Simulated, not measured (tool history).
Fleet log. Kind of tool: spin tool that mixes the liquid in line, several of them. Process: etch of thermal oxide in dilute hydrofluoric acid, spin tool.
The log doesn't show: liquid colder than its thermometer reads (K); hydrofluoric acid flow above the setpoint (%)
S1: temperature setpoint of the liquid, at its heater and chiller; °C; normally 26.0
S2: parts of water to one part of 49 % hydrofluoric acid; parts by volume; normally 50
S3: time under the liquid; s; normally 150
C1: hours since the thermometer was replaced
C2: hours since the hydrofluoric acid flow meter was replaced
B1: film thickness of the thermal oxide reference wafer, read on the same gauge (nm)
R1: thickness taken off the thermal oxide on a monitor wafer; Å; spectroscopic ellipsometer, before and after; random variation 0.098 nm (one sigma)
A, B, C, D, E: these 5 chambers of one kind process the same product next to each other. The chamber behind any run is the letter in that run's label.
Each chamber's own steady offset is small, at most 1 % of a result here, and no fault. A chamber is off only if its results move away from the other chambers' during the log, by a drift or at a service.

Run 1D, day 0.404: usual settings; C1 330.9; C2 350.0; B1 100.020. Result: R1 164.800 Å.
Run 2B, day 0.788: usual settings; C1 1517.2; C2 641.1; B1 100.020. Result: R1 164.370 Å.
Run 3E, day 1.083: usual settings; C1 733.3; C2 1080.1; B1 100.000. Result: R1 165.720 Å.
Run 4C, day 1.379: usual settings; C1 1215.6; C2 1081.1; B1 99.982. Result: R1 164.980 Å.
Run 5A, day 1.696: usual settings; C1 172.7; C2 51.3; B1 99.989. Result: R1 165.380 Å.
Run 6A, day 2.083: usual settings; C1 182.0; C2 60.6; B1 100.010. Result: R1 164.910 Å.
Run 7C, day 2.275: usual settings; C1 1237.1; C2 1102.6; B1 99.997. Result: R1 164.590 Å.
Run 8E, day 2.512: usual settings; C1 767.6; C2 1114.4; B1 99.993. Result: R1 165.620 Å.
Run 9B, day 2.712: usual settings; C1 1563.4; C2 687.3; B1 99.996. Result: R1 166.030 Å.
Run 10D, day 3.067: usual settings but S1 29.0 °C, S2 60 parts by volume; C1 394.8; C2 413.9; B1 99.970. Result: R1 154.240 Å.
Run 11C, day 3.288: usual settings but S1 29.0 °C, S2 60 parts by volume; C1 1261.4; C2 1126.9; B1 99.982. Result: R1 152.640 Å.
Run 12D, day 3.500: usual settings but S1 29.0 °C, S2 60 parts by volume; C1 405.2; C2 424.3; B1 100.010. Result: R1 151.770 Å.
Run 13A, day 3.712: usual settings but S1 29.0 °C, S2 60 parts by volume; C1 221.1; C2 99.7; B1 99.965. Result: R1 152.120 Å.
Run 14E, day 4.050: usual settings but S1 29.0 °C, S2 60 parts by volume; C1 804.5; C2 1151.3; B1 99.950. Result: R1 153.570 Å.
Run 15B, day 4.362: usual settings; C1 1603.0; C2 726.9; B1 100.010. Result: R1 165.520 Å.
At day 4.450: chamber E: thermometer replaced.
Run 16D, day 4.562: usual settings but S2 65 parts by volume, S3 90 s; C1 430.7; C2 449.8; B1 100.010. Result: R1 75.127 Å.
Run 17C, day 4.846: usual settings but S2 65 parts by volume, S3 90 s; C1 1298.8; C2 1164.3; B1 100.020. Result: R1 73.777 Å.
Run 18B, day 5.183: usual settings but S2 65 parts by volume, S3 90 s; C1 1622.7; C2 746.6; B1 100.000. Result: R1 74.774 Å.
Run 19A, day 5.575: usual settings but S2 65 parts by volume, S3 90 s; C1 265.8; C2 144.4; B1 99.992. Result: R1 74.825 Å.
Run 20E, day 5.875: usual settings but S2 65 parts by volume, S3 90 s; C1 34.2; C2 1195.1; B1 100.020. Result: R1 75.204 Å.
Run 21E, day 6.162: usual settings; C1 41.1; C2 1202.0; B1 100.030. Result: R1 167.040 Å.
Run 22B, day 6.538: usual settings; C1 1655.2; C2 779.1; B1 100.030. Result: R1 166.290 Å.
Run 23D, day 6.971: usual settings; C1 488.5; C2 507.6; B1 99.999. Result: R1 165.440 Å.
Run 24C, day 7.350: usual settings; C1 1358.9; C2 1224.4; B1 99.982. Result: R1 166.510 Å.
Run 25A, day 7.638: usual settings; C1 315.3; C2 193.9; B1 100.010. Result: R1 164.560 Å.
Run 26C, day 7.896: usual settings but S2 25 parts by volume; C1 1372.0; C2 1237.5; B1 100.020. Result: R1 348.490 Å.
Run 27A, day 8.192: usual settings but S2 25 parts by volume; C1 328.6; C2 207.2; B1 99.983. Result: R1 343.690 Å.
Run 28B, day 8.550: usual settings but S2 25 parts by volume; C1 1703.5; C2 827.4; B1 100.020. Result: R1 344.420 Å.
Run 29E, day 8.879: usual settings but S2 25 parts by volume; C1 106.3; C2 1267.2; B1 100.010. Result: R1 345.760 Å.
Run 30D, day 9.104: usual settings but S2 25 parts by volume; C1 539.7; C2 558.8; B1 100.000. Result: R1 349.510 Å.
Run 31E, day 9.292: usual settings; C1 116.2; C2 1277.1; B1 99.993. Result: R1 165.450 Å.
Run 32C, day 9.538: usual settings; C1 1411.4; C2 1276.9; B1 99.982. Result: R1 164.730 Å.
At day 9.788: chamber D: hydrofluoric acid flow meter replaced.
Run 33A, day 9.875: usual settings; C1 369.0; C2 247.6; B1 99.948. Result: R1 163.460 Å.
Run 34B, day 10.192: usual settings; C1 1742.9; C2 866.8; B1 99.973. Result: R1 165.120 Å.
Run 35D, day 10.538: usual settings; C1 574.1; C2 18.1; B1 99.995. Result: R1 165.210 Å.
Run 36E, day 10.808: usual settings; C1 152.6; C2 1313.5; B1 99.984. Result: R1 167.250 Å.
Run 37C, day 11.217: usual settings; C1 1451.7; C2 1317.2; B1 99.989. Result: R1 163.600 Å.
Run 38D, day 11.521: usual settings; C1 597.7; C2 41.7; B1 100.000. Result: R1 166.270 Å.
Run 39A, day 11.850: usual settings; C1 416.4; C2 295.0; B1 100.000. Result: R1 165.800 Å.
Run 40B, day 12.050: usual settings; C1 1787.5; C2 911.4; B1 99.998. Result: R1 167.740 Å.
Run 41E, day 12.350: usual settings; C1 189.6; C2 1350.5; B1 100.020. Result: R1 165.690 Å.
Run 42C, day 12.642: usual settings but S1 23.5 °C, S3 75 s; C1 1485.9; C2 1351.4; B1 100.010. Result: R1 74.192 Å.
Run 43D, day 12.875: usual settings but S1 23.5 °C, S3 75 s; C1 630.2; C2 74.2; B1 100.000. Result: R1 75.241 Å.

Predict what each chamber gives when all 5 of them run the settings below next.
Run 44A, day 13.188: usual settings but S2 70 parts by volume. Result: R1 ?.
Run 44B, day 13.188: usual settings but S2 70 parts by volume. Result: R1 ?.
Run 44C, day 13.188: usual settings but S2 70 parts by volume. Result: R1 ?.
Run 44D, day 13.188: usual settings but S2 70 parts by volume. Result: R1 ?.
Run 44E, day 13.188: usual settings but S2 70 parts by volume. Result: R1 ?.

run       R1
44A  113.520
44B  114.540
44C  113.300
44D  114.310
44E  114.160
